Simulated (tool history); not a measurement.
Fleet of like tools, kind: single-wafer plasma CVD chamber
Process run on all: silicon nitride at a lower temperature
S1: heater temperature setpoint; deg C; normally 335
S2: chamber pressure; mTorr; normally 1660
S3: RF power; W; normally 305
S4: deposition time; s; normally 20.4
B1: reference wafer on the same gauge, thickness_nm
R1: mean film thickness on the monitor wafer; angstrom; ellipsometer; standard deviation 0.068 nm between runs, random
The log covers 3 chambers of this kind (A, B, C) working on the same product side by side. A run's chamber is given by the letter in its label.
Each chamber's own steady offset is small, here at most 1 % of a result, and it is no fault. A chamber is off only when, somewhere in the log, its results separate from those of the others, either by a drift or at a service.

run 1C day=0.408 | S1=335 S2=1660 S3=305 S4=20.4 | B1=24.997 | R1=244.63
run 2A day=0.892 | S1=335 S2=1660 S3=305 S4=20.4 | B1=25.004 | R1=247.91
run 3B day=1.25 | S1=335 S2=1660 S3=305 S4=20.4 | B1=25.011 | R1=246.52
run 4C day=1.517 | S1=335 S2=1660 S3=305 S4=20.4 | B1=24.99 | R1=242.75
run 5A day=1.779 | S1=335 S2=1660 S3=305 S4=20.4 | B1=24.995 | R1=247.04
run 6B day=2.317 | S1=335 S2=1660 S3=305 S4=20.4 | B1=25.006 | R1=245.31
run 7C day=2.792 | S1=335 S2=1660 S3=305 S4=20.4 | B1=25.01 | R1=243.28
run 8B day=3.312 | S1=335 S2=1660 S3=255 S4=20.4 | B1=24.987 | R1=218.23
run 9A day=3.571 | S1=335 S2=1660 S3=255 S4=20.4 | B1=24.979 | R1=217.21
run 10B day=3.933 | S1=335 S2=1660 S3=255 S4=20.4 | B1=25.011 | R1=217.24
run 11C day=4.271 | S1=335 S2=1660 S3=305 S4=20.4 | B1=25.018 | R1=243.53
run 12A day=4.733 | S1=335 S2=1660 S3=305 S4=17.9 | B1=25.007 | R1=217.29
run 13B day=5.029 | S1=335 S2=1660 S3=305 S4=17.9 | B1=25.01 | R1=216.57
run 14A day=5.529 | S1=335 S2=1660 S3=305 S4=17.9 | B1=24.989 | R1=216.94
run 15C day=5.812 | S1=335 S2=1660 S3=305 S4=20.4 | B1=25.004 | R1=243.56
run 16B day=6.325 | S1=326 S2=1660 S3=305 S4=20.4 | B1=24.993 | R1=247.39
-- day=6.342 chamber A: RF generator calibrated
run 17A day=6.579 | S1=326 S2=1660 S3=305 S4=20.4 | B1=25.013 | R1=247.91
run 18C day=6.992 | S1=326 S2=1660 S3=305 S4=20.4 | B1=25.018 | R1=243.8
run 19C day=7.308 | S1=335 S2=1660 S3=305 S4=20.4 | B1=25.011 | R1=242.74
run 20B day=7.708 | S1=335 S2=1660 S3=305 S4=20.4 | B1=25.009 | R1=245.03
run 21A day=8.067 | S1=335 S2=1660 S3=305 S4=20.4 | B1=25.013 | R1=248.7
run 22C day=8.388 | S1=335 S2=2010 S3=305 S4=16.4 | B1=25.003 | R1=206.72
run 23B day=8.854 | S1=335 S2=2010 S3=305 S4=16.4 | B1=25.011 | R1=208.13
run 24A day=9.15 | S1=335 S2=2010 S3=305 S4=16.4 | B1=24.99 | R1=208.21
run 25A day=9.438 | S1=335 S2=1660 S3=305 S4=20.4 | B1=25.012 | R1=246.8
run 26C day=9.871 | S1=335 S2=1660 S3=305 S4=20.4 | B1=25.005 | R1=243.81
run 27B day=10.292 | S1=335 S2=1660 S3=305 S4=20.4 | B1=25.001 | R1=245.65
run 28A day=10.738 | S1=335 S2=1660 S3=305 S4=20.4 | B1=25.004 | R1=245.08
run 29C day=11.117 | S1=335 S2=1660 S3=265 S4=20.4 | B1=25.013 | R1=220.76

Next, every chamber runs the same settings. What will each give?
run 30A day=11.504 | S1=343 S2=1660 S3=305 S4=20.4 | R1=?
run 30B day=11.504 | S1=343 S2=1660 S3=305 S4=20.4 | R1=?
run 30C day=11.504 | S1=343 S2=1660 S3=305 S4=20.4 | R1=?

run=30A R1=247.02
run=30B R1=244.95
run=30C R1=243.62
